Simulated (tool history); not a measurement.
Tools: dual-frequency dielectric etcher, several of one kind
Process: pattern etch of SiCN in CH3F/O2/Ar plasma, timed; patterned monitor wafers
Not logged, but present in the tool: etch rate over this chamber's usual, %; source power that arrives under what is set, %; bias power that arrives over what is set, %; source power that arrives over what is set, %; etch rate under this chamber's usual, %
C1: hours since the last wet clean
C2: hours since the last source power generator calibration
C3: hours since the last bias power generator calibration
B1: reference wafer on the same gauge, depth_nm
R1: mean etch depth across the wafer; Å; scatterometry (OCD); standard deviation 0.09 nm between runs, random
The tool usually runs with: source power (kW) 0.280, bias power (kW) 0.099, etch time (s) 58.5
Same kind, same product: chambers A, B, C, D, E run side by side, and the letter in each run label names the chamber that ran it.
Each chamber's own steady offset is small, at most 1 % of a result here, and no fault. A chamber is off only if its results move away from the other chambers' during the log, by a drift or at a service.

Run 1B, day 0.262: usual settings; C1 87.5; C2 2591.0; C3 2871.8; B1 17.691. Result: R1 214.70 Å.
Run 2A, day 0.562: usual settings; C1 301.3; C2 1966.8; C3 1524.8; B1 17.718. Result: R1 214.17 Å.
Run 3C, day 0.762: usual settings; C1 235.7; C2 2167.6; C3 506.0; B1 17.717. Result: R1 217.59 Å.
Run 4E, day 1.071: usual settings; C1 425.6; C2 806.9; C3 3671.1; B1 17.707. Result: R1 216.52 Å.
Run 5D, day 1.288: usual settings; C1 277.1; C2 3281.6; C3 349.0; B1 17.697. Result: R1 217.12 Å.
Run 6B, day 1.462: usual settings; C1 116.3; C2 2619.8; C3 2900.6; B1 17.695. Result: R1 213.40 Å.
Run 7D, day 1.767: usual settings but source power (kW) 0.350, bias power (kW) 0.110; C1 288.6; C2 3293.1; C3 360.5; B1 17.687. Result: R1 244.22 Å.
Run 8A, day 1.958: usual settings but source power (kW) 0.350, bias power (kW) 0.110; C1 334.8; C2 2000.3; C3 1558.3; B1 17.696. Result: R1 242.71 Å.
Run 9C, day 2.183: usual settings but source power (kW) 0.350, bias power (kW) 0.110; C1 269.8; C2 2201.7; C3 540.1; B1 17.700. Result: R1 244.33 Å.
Run 10E, day 2.429: usual settings but source power (kW) 0.350, bias power (kW) 0.110; C1 458.2; C2 839.5; C3 3703.7; B1 17.702. Result: R1 245.00 Å.
Run 11A, day 2.688: usual settings but source power (kW) 0.350, bias power (kW) 0.110; C1 352.3; C2 2017.8; C3 1575.8; B1 17.687. Result: R1 243.06 Å.
Run 12C, day 2.875: usual settings; C1 286.4; C2 2218.3; C3 556.7; B1 17.697. Result: R1 217.85 Å.
Run 13E, day 3.188: usual settings; C1 476.4; C2 857.7; C3 3721.9; B1 17.692. Result: R1 216.64 Å.
Run 14B, day 3.492: usual settings; C1 165.0; C2 2668.5; C3 2949.3; B1 17.699. Result: R1 214.76 Å.
Run 15D, day 3.650: usual settings; C1 333.8; C2 3338.3; C3 405.7; B1 17.703. Result: R1 216.35 Å.
Run 16D, day 3.988: usual settings but source power (kW) 0.230, bias power (kW) 0.111; C1 341.9; C2 3346.4; C3 413.8; B1 17.702. Result: R1 211.95 Å.
Run 17C, day 4.142: usual settings but source power (kW) 0.230, bias power (kW) 0.111; C1 316.8; C2 2248.7; C3 587.1; B1 17.716. Result: R1 211.20 Å.
Run 18E, day 4.375: usual settings but source power (kW) 0.230, bias power (kW) 0.111; C1 504.9; C2 886.2; C3 3750.4; B1 17.679. Result: R1 211.43 Å.
Run 19B, day 4.704: usual settings but source power (kW) 0.230, bias power (kW) 0.111; C1 194.1; C2 2697.6; C3 2978.4; B1 17.684. Result: R1 210.41 Å.
Run 20A, day 5.025: usual settings but source power (kW) 0.230, bias power (kW) 0.111; C1 408.4; C2 2073.9; C3 1631.9; B1 17.695. Result: R1 209.06 Å.
Run 21D, day 5.196: usual settings; C1 370.9; C2 3375.4; C3 442.8; B1 17.692. Result: R1 216.47 Å.
Run 22E, day 5.375: usual settings; C1 528.9; C2 910.2; C3 3774.4; B1 17.708. Result: R1 216.38 Å.
Run 23B, day 5.600: usual settings; C1 215.6; C2 2719.1; C3 2999.9; B1 17.707. Result: R1 214.75 Å.
Run 24C, day 5.775: usual settings; C1 356.0; C2 2287.9; C3 626.3; B1 17.679. Result: R1 216.92 Å.
Run 25A, day 6.058: usual settings but source power (kW) 0.220, bias power (kW) 0.087; C1 433.2; C2 2098.7; C3 1656.7; B1 17.703. Result: R1 186.10 Å.
Run 26E, day 6.283: usual settings but source power (kW) 0.220, bias power (kW) 0.087; C1 550.7; C2 932.0; C3 3796.2; B1 17.716. Result: R1 188.03 Å.
Run 27A, day 6.517: usual settings but source power (kW) 0.220, bias power (kW) 0.087; C1 444.2; C2 2109.7; C3 1667.7; B1 17.696. Result: R1 186.17 Å.
Run 28C, day 6.708: usual settings but source power (kW) 0.220, bias power (kW) 0.087; C1 378.4; C2 2310.3; C3 648.7; B1 17.700. Result: R1 189.74 Å.
Run 29B, day 6.917: usual settings but source power (kW) 0.220, bias power (kW) 0.087; C1 247.2; C2 2750.7; C3 3031.5; B1 17.695. Result: R1 187.78 Å.
Run 30D, day 7.204: usual settings; C1 419.1; C2 3423.6; C3 491.0; B1 17.701. Result: R1 215.88 Å.
Run 31C, day 7.362: usual settings but bias power (kW) 0.114; C1 394.1; C2 2326.0; C3 664.4; B1 17.705. Result: R1 228.17 Å.

One chamber off, gauge drift, or nothing amiss beyond the chambers' own small offsets? If it is a chamber, which one, and what is the likeliest cause?

All chambers stay in line apart from their small fixed offsets, and the gauge does not drift.

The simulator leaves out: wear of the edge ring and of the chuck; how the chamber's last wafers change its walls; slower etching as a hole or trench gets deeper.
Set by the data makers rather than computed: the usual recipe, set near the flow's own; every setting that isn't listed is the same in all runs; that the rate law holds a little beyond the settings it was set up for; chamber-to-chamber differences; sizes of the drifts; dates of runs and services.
